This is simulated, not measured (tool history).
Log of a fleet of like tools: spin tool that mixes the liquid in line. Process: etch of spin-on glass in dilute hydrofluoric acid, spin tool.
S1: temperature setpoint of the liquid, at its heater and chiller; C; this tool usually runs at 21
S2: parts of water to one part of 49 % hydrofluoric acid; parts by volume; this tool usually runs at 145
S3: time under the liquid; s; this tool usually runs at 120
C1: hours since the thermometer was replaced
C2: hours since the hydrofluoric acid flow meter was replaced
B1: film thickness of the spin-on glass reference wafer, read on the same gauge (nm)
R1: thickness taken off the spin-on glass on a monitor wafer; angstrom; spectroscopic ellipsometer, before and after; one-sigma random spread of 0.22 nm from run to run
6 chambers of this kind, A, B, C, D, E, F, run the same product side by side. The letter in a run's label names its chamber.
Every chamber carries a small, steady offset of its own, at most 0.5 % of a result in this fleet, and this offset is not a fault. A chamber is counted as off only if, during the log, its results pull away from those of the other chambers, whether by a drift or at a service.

Run 1C, hour 7.4: usual settings; C1 957.2; C2 1398.3; B1 99.995. Result: R1 235.65 angstrom.
Run 2E, hour 14.9: usual settings; C1 781.9; C2 107.9; B1 99.984. Result: R1 239.03 angstrom.
Run 3A, hour 21.1: usual settings; C1 554.1; C2 884.2; B1 100.040. Result: R1 238.94 angstrom.
At hour 26.2: chamber F: thermometer replaced.
Run 4F, hour 27.1: usual settings; C1 1.0; C2 920.9; B1 99.959. Result: R1 239.86 angstrom.
Run 5B, hour 31.3: usual settings; C1 1279.9; C2 534.1; B1 100.000. Result: R1 241.43 angstrom.
Run 6D, hour 38.5: usual settings; C1 1514.3; C2 354.7; B1 100.000. Result: R1 240.24 angstrom.
Run 7C, hour 42.1: usual settings; C1 991.9; C2 1433.0; B1 99.951. Result: R1 242.13 angstrom.
Run 8E, hour 48.1: usual settings; C1 815.1; C2 141.1; B1 99.967. Result: R1 238.36 angstrom.
Run 9D, hour 51.9: usual settings; C1 1527.7; C2 368.1; B1 100.010. Result: R1 242.39 angstrom.
Run 10B, hour 59.2: usual settings; C1 1307.8; C2 562.0; B1 100.010. Result: R1 238.85 angstrom.
Run 11F, hour 64.9: usual settings; C1 38.8; C2 958.7; B1 100.000. Result: R1 235.33 angstrom.
Run 12A, hour 68.4: usual settings; C1 601.4; C2 931.5; B1 100.020. Result: R1 242.92 angstrom.
Run 13B, hour 74.1: usual settings; C1 1322.7; C2 576.9; B1 99.980. Result: R1 239.34 angstrom.
Run 14C, hour 80.3: usual settings; C1 1030.1; C2 1471.2; B1 99.975. Result: R1 236.45 angstrom.
Run 15D, hour 87.6: usual settings; C1 1563.4; C2 403.8; B1 99.981. Result: R1 250.08 angstrom.
Run 16E, hour 91.0: usual settings; C1 858.0; C2 184.0; B1 99.986. Result: R1 241.36 angstrom.
Run 17A, hour 94.5: usual settings; C1 627.5; C2 957.6; B1 99.991. Result: R1 238.81 angstrom.
Run 18F, hour 101.6: usual settings; C1 75.5; C2 995.4; B1 100.020. Result: R1 237.90 angstrom.
Run 19A, hour 105.5: usual settings; C1 638.5; C2 968.6; B1 100.000. Result: R1 239.48 angstrom.
Run 20F, hour 110.3: usual settings; C1 84.2; C2 1004.1; B1 99.993. Result: R1 237.46 angstrom.
Run 21B, hour 116.8: usual settings; C1 1365.4; C2 619.6; B1 99.971. Result: R1 245.41 angstrom.
Run 22C, hour 122.6: usual settings; C1 1072.4; C2 1513.5; B1 99.990. Result: R1 239.10 angstrom.
Run 23D, hour 128.6: usual settings; C1 1604.4; C2 444.8; B1 99.989. Result: R1 254.44 angstrom.
Run 24E, hour 134.3: usual settings; C1 901.3; C2 227.3; B1 99.998. Result: R1 238.64 angstrom.
Run 25E, hour 141.7: usual settings; C1 908.7; C2 234.7; B1 100.010. Result: R1 238.36 angstrom.
Run 26F, hour 146.3: usual settings but S1 19 C; C1 120.2; C2 1040.1; B1 99.998. Result: R1 217.52 angstrom.
Run 27B, hour 153.0: usual settings but S1 19 C; C1 1401.6; C2 655.8; B1 99.968. Result: R1 223.86 angstrom.
At hour 153.3: chamber C: thermometer replaced.
Run 28D, hour 158.1: usual settings but S1 19 C; C1 1633.9; C2 474.3; B1 99.995. Result: R1 242.25 angstrom.
Run 29A, hour 165.5: usual settings but S1 19 C; C1 698.5; C2 1028.6; B1 100.020. Result: R1 223.72 angstrom.
Run 30C, hour 169.7: usual settings but S1 19 C; C1 16.5; C2 1560.6; B1 100.000. Result: R1 219.59 angstrom.
Run 31F, hour 176.0: usual settings but S1 19 C; C1 149.9; C2 1069.8; B1 100.020. Result: R1 219.11 angstrom.
Run 32B, hour 180.5: usual settings; C1 1429.1; C2 683.3; B1 99.998. Result: R1 239.79 angstrom.
Run 33C, hour 185.0: usual settings; C1 31.8; C2 1575.9; B1 100.020. Result: R1 241.04 angstrom.
Run 34E, hour 190.0: usual settings; C1 957.0; C2 283.0; B1 99.996. Result: R1 236.97 angstrom.
Run 35A, hour 195.4: usual settings; C1 728.4; C2 1058.5; B1 99.972. Result: R1 241.32 angstrom.
Run 36D, hour 202.9: usual settings; C1 1678.7; C2 519.1; B1 100.000. Result: R1 266.07 angstrom.
Run 37F, hour 207.3: usual settings; C1 181.2; C2 1101.1; B1 99.994. Result: R1 239.25 angstrom.
Run 38A, hour 212.4: usual settings; C1 745.4; C2 1075.5; B1 100.030. Result: R1 239.71 angstrom.

All chambers now run identical settings, listed one chamber a line with results as question marks. What results will each chamber show?
Run 39A, hour 217.8: usual settings. Result: R1 ?.
Run 39B, hour 217.8: usual settings. Result: R1 ?.
Run 39C, hour 217.8: usual settings. Result: R1 ?.
Run 39D, hour 217.8: usual settings. Result: R1 ?.
Run 39E, hour 217.8: usual settings. Result: R1 ?.
Run 39F, hour 217.8: usual settings. Result: R1 ?.

run      R1
39A  238.00
39B  242.93
39C  241.09
39D  267.09
39E  239.05
39F  236.72
